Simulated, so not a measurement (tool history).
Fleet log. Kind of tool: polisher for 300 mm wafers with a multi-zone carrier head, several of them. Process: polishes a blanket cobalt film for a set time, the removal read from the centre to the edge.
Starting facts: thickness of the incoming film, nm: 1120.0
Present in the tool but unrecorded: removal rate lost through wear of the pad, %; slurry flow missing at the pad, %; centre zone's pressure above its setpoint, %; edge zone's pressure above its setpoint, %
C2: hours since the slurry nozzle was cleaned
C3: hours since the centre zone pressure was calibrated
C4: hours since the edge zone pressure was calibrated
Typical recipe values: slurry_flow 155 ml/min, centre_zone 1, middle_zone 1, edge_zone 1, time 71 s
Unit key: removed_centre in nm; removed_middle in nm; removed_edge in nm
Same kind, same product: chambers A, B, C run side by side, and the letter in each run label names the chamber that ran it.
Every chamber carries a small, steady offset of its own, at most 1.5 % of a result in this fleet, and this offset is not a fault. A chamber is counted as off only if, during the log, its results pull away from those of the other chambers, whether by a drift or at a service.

{"run": "1A", "day": 0.362, "slurry_flow": 155, "centre_zone": 1, "middle_zone": 1, "edge_zone": 1, "time": 71, "wafers polished on this pad": 562, "C2": 595.5, "C3": 181.3, "C4": 252.6, "removed_centre": 449.23, "removed_middle": 450.36, "removed_edge": 438.59}
{"run": "2B", "day": 0.579, "slurry_flow": 155, "centre_zone": 1, "middle_zone": 1, "edge_zone": 1, "time": 71, "wafers polished on this pad": 853, "C2": 147.7, "C3": 401.8, "C4": 412.4, "removed_centre": 446.09, "removed_middle": 446.32, "removed_edge": 433.21}
{"run": "3C", "day": 0.783, "slurry_flow": 155, "centre_zone": 1, "middle_zone": 1, "edge_zone": 1, "time": 71, "wafers polished on this pad": 273, "C2": 330.0, "C3": 33.5, "C4": 662.0, "removed_centre": 453.23, "removed_middle": 446.11, "removed_edge": 446.31}
{"run": "4C", "day": 1.046, "slurry_flow": 155, "centre_zone": 1, "middle_zone": 1, "edge_zone": 1, "time": 71, "wafers polished on this pad": 318, "C2": 336.3, "C3": 39.8, "C4": 668.3, "removed_centre": 450.78, "removed_middle": 444.89, "removed_edge": 456.54}
{"run": "5A", "day": 1.296, "slurry_flow": 155, "centre_zone": 1, "middle_zone": 1, "edge_zone": 1, "time": 71, "wafers polished on this pad": 723, "C2": 617.9, "C3": 203.7, "C4": 275.0, "removed_centre": 451.74, "removed_middle": 446.14, "removed_edge": 447.53}
{"run": "6B", "day": 1.692, "slurry_flow": 155, "centre_zone": 1, "middle_zone": 1, "edge_zone": 1, "time": 71, "wafers polished on this pad": 1045, "C2": 174.4, "C3": 428.5, "C4": 439.1, "removed_centre": 455.94, "removed_middle": 446.55, "removed_edge": 440.29}
{"day": 1.821, "done": "chamber B: worn pad replaced by a new one"}
{"run": "7B", "day": 2.025, "slurry_flow": 155, "centre_zone": 1, "middle_zone": 1, "edge_zone": 1, "time": 71, "wafers polished on this pad": 35, "C2": 182.4, "C3": 436.5, "C4": 447.1, "removed_centre": 442.86, "removed_middle": 447.74, "removed_edge": 452.33}
{"run": "8C", "day": 2.404, "slurry_flow": 155, "centre_zone": 1, "middle_zone": 1, "edge_zone": 1, "time": 71, "wafers polished on this pad": 553, "C2": 368.9, "C3": 72.4, "C4": 700.9, "removed_centre": 447.18, "removed_middle": 452.24, "removed_edge": 447.77}
{"run": "9A", "day": 2.812, "slurry_flow": 155, "centre_zone": 1, "middle_zone": 1, "edge_zone": 1, "time": 60, "wafers polished on this pad": 986, "C2": 654.3, "C3": 240.1, "C4": 311.4, "removed_centre": 365.73, "removed_middle": 369.76, "removed_edge": 378.1}
{"run": "10B", "day": 3.1, "slurry_flow": 155, "centre_zone": 1, "middle_zone": 1, "edge_zone": 1, "time": 60, "wafers polished on this pad": 221, "C2": 208.2, "C3": 462.3, "C4": 472.9, "removed_centre": 380.81, "removed_middle": 376.74, "removed_edge": 376.83}
{"run": "11C", "day": 3.392, "slurry_flow": 155, "centre_zone": 1, "middle_zone": 1, "edge_zone": 1, "time": 60, "wafers polished on this pad": 724, "C2": 392.6, "C3": 96.1, "C4": 724.6, "removed_centre": 381.81, "removed_middle": 376.74, "removed_edge": 367.87}
{"run": "12A", "day": 3.758, "slurry_flow": 155, "centre_zone": 1, "middle_zone": 1, "edge_zone": 1, "time": 71, "wafers polished on this pad": 1149, "C2": 677.0, "C3": 262.8, "C4": 334.1, "removed_centre": 430.37, "removed_middle": 432.84, "removed_edge": 435.54}
{"run": "13C", "day": 4.129, "slurry_flow": 155, "centre_zone": 1, "middle_zone": 1, "edge_zone": 1, "time": 71, "wafers polished on this pad": 851, "C2": 410.3, "C3": 113.8, "C4": 742.3, "removed_centre": 446.47, "removed_middle": 447.57, "removed_edge": 450.25}
{"run": "14B", "day": 4.429, "slurry_flow": 155, "centre_zone": 1, "middle_zone": 1, "edge_zone": 1, "time": 71, "wafers polished on this pad": 451, "C2": 240.1, "C3": 494.2, "C4": 504.8, "removed_centre": 452.61, "removed_middle": 451.37, "removed_edge": 452.39}
{"run": "15A", "day": 4.783, "slurry_flow": 155, "centre_zone": 1, "middle_zone": 1, "edge_zone": 1, "time": 71, "wafers polished on this pad": 1326, "C2": 701.6, "C3": 287.4, "C4": 358.7, "removed_centre": 426.92, "removed_middle": 425.88, "removed_edge": 434.55}
{"run": "16B", "day": 5.154, "slurry_flow": 155, "centre_zone": 1, "middle_zone": 1, "edge_zone": 1, "time": 71, "wafers polished on this pad": 577, "C2": 257.5, "C3": 511.6, "C4": 522.2, "removed_centre": 441.44, "removed_middle": 443.54, "removed_edge": 448.66}
{"run": "17C", "day": 5.362, "slurry_flow": 155, "centre_zone": 1, "middle_zone": 1, "edge_zone": 1, "time": 71, "wafers polished on this pad": 1065, "C2": 439.9, "C3": 143.4, "C4": 771.9, "removed_centre": 453.63, "removed_middle": 444.17, "removed_edge": 443.29}
{"run": "18A", "day": 5.638, "slurry_flow": 155, "centre_zone": 1, "middle_zone": 1, "edge_zone": 1, "time": 71, "wafers polished on this pad": 1474, "C2": 722.1, "C3": 307.9, "C4": 379.2, "removed_centre": 418.14, "removed_middle": 424.94, "removed_edge": 420.17}
{"day": 5.896, "done": "chamber B: slurry nozzle cleaned"}
{"run": "19C", "day": 5.954, "slurry_flow": 155, "centre_zone": 1, "middle_zone": 1, "edge_zone": 1, "time": 71, "wafers polished on this pad": 1167, "C2": 454.1, "C3": 157.6, "C4": 786.1, "removed_centre": 450.71, "removed_middle": 449.81, "removed_edge": 447.85}
{"run": "20B", "day": 6.15, "slurry_flow": 155, "centre_zone": 1, "middle_zone": 1, "edge_zone": 1, "time": 71, "wafers polished on this pad": 749, "C2": 6.1, "C3": 535.5, "C4": 546.1, "removed_centre": 444.33, "removed_middle": 446.25, "removed_edge": 442.08}
{"run": "21A", "day": 6.517, "slurry_flow": 155, "centre_zone": 1, "middle_zone": 1, "edge_zone": 1, "time": 71, "wafers polished on this pad": 1626, "C2": 743.2, "C3": 329.0, "C4": 400.3, "removed_centre": 417.17, "removed_middle": 418.56, "removed_edge": 419.08}
{"run": "22C", "day": 6.854, "slurry_flow": 155, "centre_zone": 1, "middle_zone": 1, "edge_zone": 1, "time": 80, "wafers polished on this pad": 1322, "C2": 475.7, "C3": 179.2, "C4": 807.7, "removed_centre": 504.79, "removed_middle": 506.42, "removed_edge": 495.05}
{"run": "23B", "day": 7.117, "slurry_flow": 155, "centre_zone": 1, "middle_zone": 1, "edge_zone": 1, "time": 80, "wafers polished on this pad": 916, "C2": 29.3, "C3": 558.7, "C4": 569.3, "removed_centre": 503.05, "removed_middle": 510.54, "removed_edge": 499.87}
{"run": "24A", "day": 7.358, "slurry_flow": 155, "centre_zone": 1, "middle_zone": 1, "edge_zone": 1, "time": 80, "wafers polished on this pad": 1772, "C2": 763.4, "C3": 349.2, "C4": 420.5, "removed_centre": 455.92, "removed_middle": 462.85, "removed_edge": 471.28}
{"run": "25A", "day": 7.692, "slurry_flow": 155, "centre_zone": 1, "middle_zone": 1, "edge_zone": 1, "time": 71, "wafers polished on this pad": 1829, "C2": 771.4, "C3": 357.2, "C4": 428.5, "removed_centre": 404.59, "removed_middle": 413.43, "removed_edge": 407.49}
{"run": "26B", "day": 7.95, "slurry_flow": 155, "centre_zone": 1, "middle_zone": 1, "edge_zone": 1, "time": 71, "wafers polished on this pad": 1060, "C2": 49.3, "C3": 578.7, "C4": 589.3, "removed_centre": 451.24, "removed_middle": 448.74, "removed_edge": 438.5}
{"run": "27C", "day": 8.15, "slurry_flow": 155, "centre_zone": 1, "middle_zone": 1, "edge_zone": 1, "time": 71, "wafers polished on this pad": 1547, "C2": 506.8, "C3": 210.3, "C4": 838.8, "removed_centre": 441.85, "removed_middle": 438.94, "removed_edge": 452.96}

Read the log: is a single chamber off, either drifting away or since a service, is the gauge that measures every chamber drifting, or is nothing wrong beyond small per-chamber offsets? Name any odd chamber and what most likely caused it.

Little by little, chamber A moves away from the other chambers.
Most likely cause: removal rate lost through wear of the pad, % = 10.5.
The log might look much the same if the cause were instead: slurry flow missing at the pad, %.

Below are 4 candidate recipes for chamber A's next run, each the usual settings with a change, their results shown as question marks. Which of them brings A's results back in line with what the other chambers give on the usual settings?
In-line tolerance around the mean of the other chambers on the usual settings: removed_centre 15.00 nm; removed_middle 16.00 nm; removed_edge 18.00 nm
{"run": "28A-1", "day": 8.467, "slurry_flow": 155, "centre_zone": 1.01, "middle_zone": 1.0, "edge_zone": 1, "time": 74, "removed_centre": "?", "removed_middle": "?", "removed_edge": "?"}
{"run": "28A-2", "day": 8.467, "slurry_flow": 160, "centre_zone": 1.01, "middle_zone": 1.01, "edge_zone": 1, "time": 77, "removed_centre": "?", "removed_middle": "?", "removed_edge": "?"}
{"run": "28A-3", "day": 8.467, "slurry_flow": 150, "centre_zone": 0.99, "middle_zone": 0.99, "edge_zone": 1, "time": 65, "removed_centre": "?", "removed_middle": "?", "removed_edge": "?"}
{"run": "28A-4", "day": 8.467, "slurry_flow": 155, "centre_zone": 0.99, "middle_zone": 1.0, "edge_zone": 1, "time": 68, "removed_centre": "?", "removed_middle": "?", "removed_edge": "?"}

Usual-settings mean across the other chambers: removed_centre 446.11 nm; removed_middle 446.62 nm; removed_edge 443.76 nm
run=28A-1 removed_centre=420.50 removed_middle=420.13 removed_edge=422.70
run=28A-2 removed_centre=440.39 removed_middle=443.71 removed_edge=441.56
run=28A-3 removed_centre=358.98 removed_middle=363.47 removed_edge=369.74
run=28A-4 removed_centre=378.14 removed_middle=386.11 removed_edge=388.42
28A-2 puts the chamber back in line with the other chambers.

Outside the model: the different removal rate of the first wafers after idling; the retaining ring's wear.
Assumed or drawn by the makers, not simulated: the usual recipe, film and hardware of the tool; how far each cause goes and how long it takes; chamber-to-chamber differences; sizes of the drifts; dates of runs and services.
